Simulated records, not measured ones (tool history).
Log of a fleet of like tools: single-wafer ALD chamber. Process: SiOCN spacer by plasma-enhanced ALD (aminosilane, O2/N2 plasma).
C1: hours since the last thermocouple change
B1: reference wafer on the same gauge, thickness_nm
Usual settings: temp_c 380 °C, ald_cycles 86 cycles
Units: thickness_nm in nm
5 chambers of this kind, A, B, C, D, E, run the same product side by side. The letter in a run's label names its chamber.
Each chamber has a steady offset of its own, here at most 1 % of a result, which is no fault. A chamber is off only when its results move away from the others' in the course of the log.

run 1B day=0.196 | temp_c=380 ald_cycles=86 | C1=673.6 | B1=5.0602 | thickness_nm=5.2343
run 2E day=0.321 | temp_c=380 ald_cycles=86 | C1=1121.4 | B1=5.058 | thickness_nm=5.1868
run 3D day=0.546 | temp_c=380 ald_cycles=86 | C1=913.3 | B1=5.0589 | thickness_nm=5.1707
run 4C day=0.721 | temp_c=380 ald_cycles=86 | C1=2035.4 | B1=5.0553 | thickness_nm=5.143
run 5A day=0.892 | temp_c=366 ald_cycles=86 | C1=2165.5 | B1=5.0547 | thickness_nm=5.1814
run 6E day=1.104 | temp_c=366 ald_cycles=86 | C1=1140.2 | B1=5.0564 | thickness_nm=5.1884
run 7D day=1.308 | temp_c=366 ald_cycles=86 | C1=931.6 | B1=5.0547 | thickness_nm=5.171
run 8B day=1.408 | temp_c=366 ald_cycles=86 | C1=702.7 | B1=5.0518 | thickness_nm=5.2146
run 9A day=1.546 | temp_c=366 ald_cycles=86 | C1=2181.2 | B1=5.0533 | thickness_nm=5.1697
run 10C day=1.746 | temp_c=380 ald_cycles=86 | C1=2060 | B1=5.0527 | thickness_nm=5.1437
run 11A day=1.871 | temp_c=380 ald_cycles=86 | C1=2189 | B1=5.0521 | thickness_nm=5.1572
run 12E day=2.038 | temp_c=380 ald_cycles=86 | C1=1162.6 | B1=5.0529 | thickness_nm=5.1641
run 13D day=2.183 | temp_c=380 ald_cycles=86 | C1=952.6 | B1=5.0499 | thickness_nm=5.1671
run 14C day=2.333 | temp_c=380 ald_cycles=86 | C1=2074.1 | B1=5.0491 | thickness_nm=5.1434
run 15B day=2.446 | temp_c=380 ald_cycles=86 | C1=727.6 | B1=5.0508 | thickness_nm=5.2356
run 16C day=2.646 | temp_c=380 ald_cycles=86 | C1=2081.6 | B1=5.0495 | thickness_nm=5.1339
run 17A day=2.862 | temp_c=380 ald_cycles=86 | C1=2212.8 | B1=5.0451 | thickness_nm=5.157
run 18B day=3.029 | temp_c=380 ald_cycles=86 | C1=741.6 | B1=5.0476 | thickness_nm=5.208
run 19D day=3.229 | temp_c=380 ald_cycles=86 | C1=977.7 | B1=5.0452 | thickness_nm=5.1778
run 20E day=3.396 | temp_c=380 ald_cycles=86 | C1=1195.2 | B1=5.0441 | thickness_nm=5.168
run 21D day=3.604 | temp_c=380 ald_cycles=86 | C1=986.7 | B1=5.0418 | thickness_nm=5.1626
run 22A day=3.792 | temp_c=380 ald_cycles=86 | C1=2235.1 | B1=5.0441 | thickness_nm=5.1694
run 23C day=3.95 | temp_c=380 ald_cycles=86 | C1=2112.9 | B1=5.0418 | thickness_nm=5.1321
run 24B day=4.158 | temp_c=380 ald_cycles=86 | C1=768.7 | B1=5.0405 | thickness_nm=5.2145
run 25E day=4.362 | temp_c=380 ald_cycles=86 | C1=1218.4 | B1=5.0397 | thickness_nm=5.1453
run 26D day=4.554 | temp_c=380 ald_cycles=86 | C1=1009.5 | B1=5.0408 | thickness_nm=5.1428
run 27B day=4.667 | temp_c=388 ald_cycles=71 | C1=780.9 | B1=5.0396 | thickness_nm=4.3076
run 28E day=4.796 | temp_c=388 ald_cycles=71 | C1=1228.8 | B1=5.0379 | thickness_nm=4.2594
-- day=4.971 chamber C: thermocouple changed; heater temperature recalibrated
run 29A day=4.975 | temp_c=388 ald_cycles=71 | C1=2263.5 | B1=5.0373 | thickness_nm=4.2576
run 30C day=5.129 | temp_c=388 ald_cycles=71 | C1=3.8 | B1=5.0372 | thickness_nm=4.2247
run 31C day=5.229 | temp_c=388 ald_cycles=71 | C1=6.2 | B1=5.0387 | thickness_nm=4.2253
run 32D day=5.35 | temp_c=380 ald_cycles=86 | C1=1028.6 | B1=5.0366 | thickness_nm=5.1511
run 33B day=5.512 | temp_c=380 ald_cycles=86 | C1=801.2 | B1=5.0369 | thickness_nm=5.1987
run 34E day=5.733 | temp_c=380 ald_cycles=86 | C1=1251.3 | B1=5.0361 | thickness_nm=5.1639
run 35A day=5.938 | temp_c=380 ald_cycles=86 | C1=2286.6 | B1=5.0322 | thickness_nm=5.1645
run 36B day=6.079 | temp_c=380 ald_cycles=86 | C1=814.8 | B1=5.0319 | thickness_nm=5.2081
run 37D day=6.267 | temp_c=380 ald_cycles=86 | C1=1050.6 | B1=5.0323 | thickness_nm=5.1423
run 38A day=6.492 | temp_c=380 ald_cycles=86 | C1=2299.9 | B1=5.0306 | thickness_nm=5.1385
run 39C day=6.688 | temp_c=380 ald_cycles=86 | C1=41.2 | B1=5.0315 | thickness_nm=5.1162
run 40E day=6.825 | temp_c=380 ald_cycles=86 | C1=1277.5 | B1=5.0316 | thickness_nm=5.1447
run 41C day=6.983 | temp_c=380 ald_cycles=86 | C1=48.3 | B1=5.0303 | thickness_nm=5.1157

Next, every chamber runs the same settings. What will each give?
run 42A day=7.15 | temp_c=386 ald_cycles=86 | thickness_nm=?
run 42B day=7.15 | temp_c=386 ald_cycles=86 | thickness_nm=?
run 42C day=7.15 | temp_c=386 ald_cycles=86 | thickness_nm=?
run 42D day=7.15 | temp_c=386 ald_cycles=86 | thickness_nm=?
run 42E day=7.15 | temp_c=386 ald_cycles=86 | thickness_nm=?

run=42A thickness_nm=5.1427
run=42B thickness_nm=5.2023
run=42C thickness_nm=5.1059
run=42D thickness_nm=5.1381
run=42E thickness_nm=5.1392
